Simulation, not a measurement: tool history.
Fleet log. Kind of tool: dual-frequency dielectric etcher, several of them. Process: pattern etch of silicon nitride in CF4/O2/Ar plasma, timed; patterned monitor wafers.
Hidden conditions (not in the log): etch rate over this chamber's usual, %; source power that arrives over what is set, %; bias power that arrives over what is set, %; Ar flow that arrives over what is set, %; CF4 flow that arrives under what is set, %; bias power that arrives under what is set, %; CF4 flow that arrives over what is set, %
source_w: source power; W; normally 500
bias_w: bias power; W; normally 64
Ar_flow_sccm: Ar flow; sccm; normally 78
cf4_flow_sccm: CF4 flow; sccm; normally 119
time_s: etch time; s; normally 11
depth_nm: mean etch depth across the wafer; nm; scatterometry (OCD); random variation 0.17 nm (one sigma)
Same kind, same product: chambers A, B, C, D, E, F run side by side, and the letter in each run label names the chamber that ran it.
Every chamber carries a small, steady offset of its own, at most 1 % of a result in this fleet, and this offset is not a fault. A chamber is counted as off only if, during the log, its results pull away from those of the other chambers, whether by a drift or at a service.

run	hour	source_w	bias_w	Ar_flow_sccm	cf4_flow_sccm	time_s	hours since the last wet clean	hours since the last source power generator calibration	hours since the last bias power generator calibration	hours since the last Ar flow controller change	hours since the last CF4 flow controller change	read-back reference wafer on the same gauge, depth_nm	depth_nm
1C	10.6	500	64	78	119	11	213.2	4053.5	1155.3	869.7	631.1	21.879	23.972
2F	19.4	500	64	78	119	11	108.1	2047.2	1749.1	475.7	2058.6	21.869	24.171
3E	35.3	500	64	78	119	11	401.5	2332.7	2349	4063.5	3115.8	21.892	23.83
4D	47.5	500	64	78	119	11	248.3	2673.6	381.4	966.6	1833.9	21.907	24.239
5B	59.5	500	64	78	119	11	177.8	3553.1	1727.2	2556.2	3203.3	21.87	24.244
6A	67.2	500	64	93	119	11	313.4	368	438.1	3882.4	1206.7	21.907	24.027
7C	79.8	500	64	93	119	11	282.4	4122.7	1224.5	938.9	700.3	21.908	23.537
# hour 82.9: chamber E: Ar flow controller replaced
# hour 84.7: chamber E: wet clean of the chamber
8D	94.2	500	64	93	119	11	295	2720.3	428.1	1013.3	1880.6	21.889	23.761
9B	106.8	500	64	93	119	11	225.1	3600.4	1774.5	2603.5	3250.6	21.949	23.857
# hour 109.3: chamber B: source power generator calibrated
10E	117.9	500	64	93	119	11	33.2	2415.3	2431.6	35	3198.4	21.89	23.538
11A	131.1	500	64	93	119	11	377.3	431.9	502	3946.3	1270.6	21.901	23.625
12F	139.9	610	64	78	95	11	228.6	2167.7	1869.6	596.2	2179.1	21.871	28.161
# hour 140.9: chamber C: source power generator calibrated
13F	150.7	610	64	78	95	11	239.4	2178.5	1880.4	607	2189.9	21.923	28.293
14D	159.9	610	64	78	95	11	360.7	2786	493.8	1079	1946.3	21.93	27.634
15A	168.4	610	64	78	95	11	414.6	469.2	539.3	3983.6	1307.9	21.887	28.234
16B	183.1	610	64	78	95	11	301.4	73.9	1850.8	2679.8	3326.9	21.909	27.888
17C	199.4	610	64	78	95	11	402	58.6	1344.1	1058.5	819.9	21.913	28.003
18E	206.9	500	64	78	137	11	122.2	2504.3	2520.6	124	3287.4	21.895	24.61
# hour 212.4: chamber E: bias power generator calibrated
# hour 219: chamber A: Ar flow controller replaced
19C	219.5	500	64	78	137	11	422.1	78.7	1364.2	1078.6	840	21.885	24.138
20B	228.6	500	64	78	137	11	346.9	119.4	1896.3	2725.3	3372.4	21.909	24.459
21A	237.2	500	64	78	137	11	483.4	538	608.1	18.2	1376.7	21.857	24.382
22F	247.7	500	64	78	137	11	336.4	2275.5	1977.4	704	2286.9	21.898	24.754
# hour 258: chamber D: source power generator calibrated
23D	264	500	64	78	137	11	464.8	6.1	597.9	1183.1	2050.4	21.919	24.151
24E	279.5	500	64	78	119	11	194.8	2576.9	67.2	196.6	3360	21.878	24.117
25E	291.5	500	64	78	119	11	206.8	2588.9	79.2	208.6	3372	21.951	23.873
26C	306	500	71	78	96	11	508.6	165.2	1450.7	1165.1	926.5	21.869	24.336
# hour 314.9: chamber B: wet clean of the chamber
27A	320.6	500	71	78	96	11	566.8	621.4	691.5	101.6	1460.1	21.908	24.029
28B	332.2	500	71	78	96	11	17.3	223	1999.9	2828.9	3476	21.896	24.75
# hour 342.2: chamber F: wet clean of the chamber
29D	344.5	500	71	78	96	11	545.3	86.6	678.4	1263.6	2130.9	21.905	24.505
30F	359.8	500	71	78	96	11	17.6	2387.6	2089.5	816.1	2399	21.891	25.308
# hour 363.4: chamber D: wet clean of the chamber
# hour 363.8: chamber A: wet clean of the chamber
# hour 368.6: chamber C: wet clean of the chamber
31B	373.2	500	71	78	96	11	58.3	264	2040.9	2869.9	3517	21.856	24.38
32A	383.6	500	64	78	119	11	19.9	684.4	754.5	164.6	1523.1	21.921	24.022
33F	397	500	73	91	119	11	54.8	2424.8	2126.7	853.3	2436.2	21.893	25.876
34C	411.1	500	73	91	119	11	42.5	270.3	1555.8	1270.2	1031.6	21.892	24.879
35D	419.9	500	73	91	119	11	56.6	162	753.8	1339	2206.3	21.898	25.201
36E	428.5	500	73	91	119	11	343.8	2725.9	216.2	345.6	3509	21.931	25.202
# hour 439.8: chamber E: wet clean of the chamber
37B	444.4	500	73	91	119	11	129.5	335.2	2112.1	2941.1	3588.2	21.886	24.979
38E	454.8	500	73	91	119	11	15	2752.2	242.5	371.9	3535.3	21.897	24.649
39F	467	500	64	78	119	11	124.8	2494.8	2196.7	923.3	2506.2	21.911	25.437
40A	475.1	500	64	78	119	11	111.4	775.9	846	256.1	1614.6	21.928	23.883

Has any chamber moved away from the others, gradually or after a service, or does the common gauge drift, or do the chambers differ only by their own small steady offsets? State the chamber and the most likely cause if one applies.

Little by little, chamber F moves away from the other chambers.
What lies behind it: source power that arrives over what is set, % = 5.08.

Which of the 4 candidates below, each the usual settings with something changed and its results left as question marks, puts chamber F back in line with what the other chambers give on the usual settings?
In line here means within this much of the mean the other chambers give on the usual settings: depth_nm 0.58 nm
41F-1	486.8	500	66	78	119	12							?
41F-2	486.8	500	63	78	118	10							?
41F-3	486.8	500	63	78	119	10.5							?
41F-4	486.8	530	64	77	120	11							?

Average result of the remaining chambers running the usual settings: depth_nm 24.025 nm
run	depth_nm
41F-1	27.934
41F-2	22.866
41F-3	24.029
41F-4	26.683
41F-3 brings the chamber back in line.
